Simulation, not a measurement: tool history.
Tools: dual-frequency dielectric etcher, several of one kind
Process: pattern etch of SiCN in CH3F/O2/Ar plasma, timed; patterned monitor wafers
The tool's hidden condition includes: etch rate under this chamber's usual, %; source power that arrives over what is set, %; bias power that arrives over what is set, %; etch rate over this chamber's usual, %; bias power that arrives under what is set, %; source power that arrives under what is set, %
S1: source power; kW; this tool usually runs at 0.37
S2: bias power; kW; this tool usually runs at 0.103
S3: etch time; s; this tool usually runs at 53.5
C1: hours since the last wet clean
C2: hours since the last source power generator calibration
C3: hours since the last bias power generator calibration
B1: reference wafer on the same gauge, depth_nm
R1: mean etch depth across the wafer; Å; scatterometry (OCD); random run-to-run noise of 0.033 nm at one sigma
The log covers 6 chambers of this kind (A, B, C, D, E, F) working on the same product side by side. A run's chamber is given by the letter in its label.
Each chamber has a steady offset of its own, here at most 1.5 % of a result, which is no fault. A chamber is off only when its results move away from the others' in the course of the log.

-- hour=1.9 chamber C: wet clean of the chamber
run 1B hour=9.6 | S1=0.37 S2=0.103 S3=53.5 | C1=296.2 C2=337 C3=1135.8 | B1=25.007 | R1=225.64
run 2F hour=16.9 | S1=0.37 S2=0.103 S3=53.5 | C1=153.5 C2=344.6 C3=413.4 | B1=25.004 | R1=224.47
-- hour=22.6 chamber A: wet clean of the chamber
run 3C hour=25.4 | S1=0.37 S2=0.103 S3=53.5 | C1=23.5 C2=3596.7 C3=311.5 | B1=25.016 | R1=224.15
run 4D hour=35.2 | S1=0.37 S2=0.103 S3=53.5 | C1=88.8 C2=2894.2 C3=98.6 | B1=25.02 | R1=222.4
run 5E hour=46.1 | S1=0.37 S2=0.103 S3=53.5 | C1=449.1 C2=2495 C3=753.8 | B1=25.022 | R1=224.03
run 6A hour=52.6 | S1=0.37 S2=0.103 S3=53.5 | C1=30.1 C2=3793.3 C3=1210.4 | B1=25.019 | R1=219.8
run 7B hour=63.4 | S1=0.37 S2=0.103 S3=53.5 | C1=350 C2=390.8 C3=1189.6 | B1=25.026 | R1=225.55
run 8F hour=69.7 | S1=0.37 S2=0.103 S3=53.5 | C1=206.3 C2=397.4 C3=466.2 | B1=25.024 | R1=224.33
run 9C hour=81.5 | S1=0.37 S2=0.103 S3=53.5 | C1=79.6 C2=3652.8 C3=367.6 | B1=25.039 | R1=223.72
run 10D hour=92.5 | S1=0.37 S2=0.103 S3=53.5 | C1=146.1 C2=2951.5 C3=155.9 | B1=25.038 | R1=222.54
run 11E hour=98.6 | S1=0.37 S2=0.103 S3=53.5 | C1=501.6 C2=2547.5 C3=806.3 | B1=25.043 | R1=224.38
run 12A hour=106.6 | S1=0.37 S2=0.103 S3=53.5 | C1=84.1 C2=3847.3 C3=1264.4 | B1=25.05 | R1=220.21
-- hour=113.7 chamber E: wet clean of the chamber
run 13E hour=114.4 | S1=0.37 S2=0.103 S3=53.5 | C1=0.8 C2=2563.3 C3=822.1 | B1=25.047 | R1=224.07
run 14D hour=120.4 | S1=0.29 S2=0.103 S3=53.5 | C1=174 C2=2979.4 C3=183.8 | B1=25.061 | R1=203.2
run 15B hour=132.4 | S1=0.29 S2=0.103 S3=53.5 | C1=419 C2=459.8 C3=1258.6 | B1=25.056 | R1=207.18
run 16A hour=139.9 | S1=0.29 S2=0.103 S3=53.5 | C1=117.4 C2=3880.6 C3=1297.7 | B1=25.06 | R1=201.52
run 17C hour=149.9 | S1=0.29 S2=0.103 S3=53.5 | C1=148 C2=3721.2 C3=436 | B1=25.071 | R1=205.03
run 18F hour=155.2 | S1=0.29 S2=0.103 S3=53.5 | C1=291.8 C2=482.9 C3=551.7 | B1=25.073 | R1=206.06
-- hour=163.2 chamber B: wet clean of the chamber
run 19C hour=165.2 | S1=0.29 S2=0.103 S3=53.5 | C1=163.3 C2=3736.5 C3=451.3 | B1=25.072 | R1=204.91
run 20E hour=170.7 | S1=0.37 S2=0.103 S3=53.5 | C1=57.1 C2=2619.6 C3=878.4 | B1=25.07 | R1=223.9
run 21B hour=176.2 | S1=0.37 S2=0.103 S3=53.5 | C1=13 C2=503.6 C3=1302.4 | B1=25.075 | R1=226.24
run 22A hour=185.4 | S1=0.37 S2=0.103 S3=53.5 | C1=162.9 C2=3926.1 C3=1343.2 | B1=25.084 | R1=221.26
run 23D hour=195.7 | S1=0.37 S2=0.103 S3=53.5 | C1=249.3 C2=3054.7 C3=259.1 | B1=25.083 | R1=221.77
run 24F hour=201.2 | S1=0.37 S2=0.103 S3=53.5 | C1=337.8 C2=528.9 C3=597.7 | B1=25.083 | R1=225.3
run 25F hour=212.3 | S1=0.37 S2=0.103 S3=53.5 | C1=348.9 C2=540 C3=608.8 | B1=25.079 | R1=224.85
run 26B hour=217.9 | S1=0.37 S2=0.103 S3=53.5 | C1=54.7 C2=545.3 C3=1344.1 | B1=25.104 | R1=226.28
run 27C hour=225.5 | S1=0.4 S2=0.103 S3=61 | C1=223.6 C2=3796.8 C3=511.6 | B1=25.107 | R1=263.56
run 28A hour=232 | S1=0.4 S2=0.103 S3=61 | C1=209.5 C2=3972.7 C3=1389.8 | B1=25.101 | R1=259.46
run 29E hour=240.2 | S1=0.4 S2=0.103 S3=61 | C1=126.6 C2=2689.1 C3=947.9 | B1=25.098 | R1=264.03
run 30D hour=250.7 | S1=0.4 S2=0.103 S3=61 | C1=304.3 C2=3109.7 C3=314.1 | B1=25.113 | R1=261.37
run 31A hour=257.7 | S1=0.4 S2=0.103 S3=61 | C1=235.2 C2=3998.4 C3=1415.5 | B1=25.113 | R1=259.13
run 32E hour=263.8 | S1=0.4 S2=0.103 S3=61 | C1=150.2 C2=2712.7 C3=971.5 | B1=25.112 | R1=263.74
run 33F hour=273.7 | S1=0.37 S2=0.103 S3=53.5 | C1=410.3 C2=601.4 C3=670.2 | B1=25.119 | R1=225.48
run 34B hour=282.3 | S1=0.37 S2=0.103 S3=53.5 | C1=119.1 C2=609.7 C3=1408.5 | B1=25.121 | R1=226.33
run 35C hour=289.3 | S1=0.37 S2=0.103 S3=53.5 | C1=287.4 C2=3860.6 C3=575.4 | B1=25.126 | R1=224.62
run 36D hour=298 | S1=0.37 S2=0.103 S3=53.5 | C1=351.6 C2=3157 C3=361.4 | B1=25.127 | R1=222.46
run 37A hour=308.6 | S1=0.37 S2=0.103 S3=53.5 | C1=286.1 C2=4049.3 C3=1466.4 | B1=25.145 | R1=220.45
run 38C hour=320.2 | S1=0.37 S2=0.103 S3=53.5 | C1=318.3 C2=3891.5 C3=606.3 | B1=25.134 | R1=224.95
run 39B hour=329 | S1=0.37 S2=0.103 S3=53.5 | C1=165.8 C2=656.4 C3=1455.2 | B1=25.152 | R1=226.81
run 40E hour=335.8 | S1=0.37 S2=0.103 S3=53.5 | C1=222.2 C2=2784.7 C3=1043.5 | B1=25.14 | R1=224.38

Which is it: a chamber that has drifted or been left off by a service, a gauge drift common to all chambers, or only each chamber's usual small offset? If a chamber is off, name it and its likeliest cause.

Gauge drift. The chambers move together only on paper, and none stands off.
Likeliest cause: gauge reads high (%) = 0.602.

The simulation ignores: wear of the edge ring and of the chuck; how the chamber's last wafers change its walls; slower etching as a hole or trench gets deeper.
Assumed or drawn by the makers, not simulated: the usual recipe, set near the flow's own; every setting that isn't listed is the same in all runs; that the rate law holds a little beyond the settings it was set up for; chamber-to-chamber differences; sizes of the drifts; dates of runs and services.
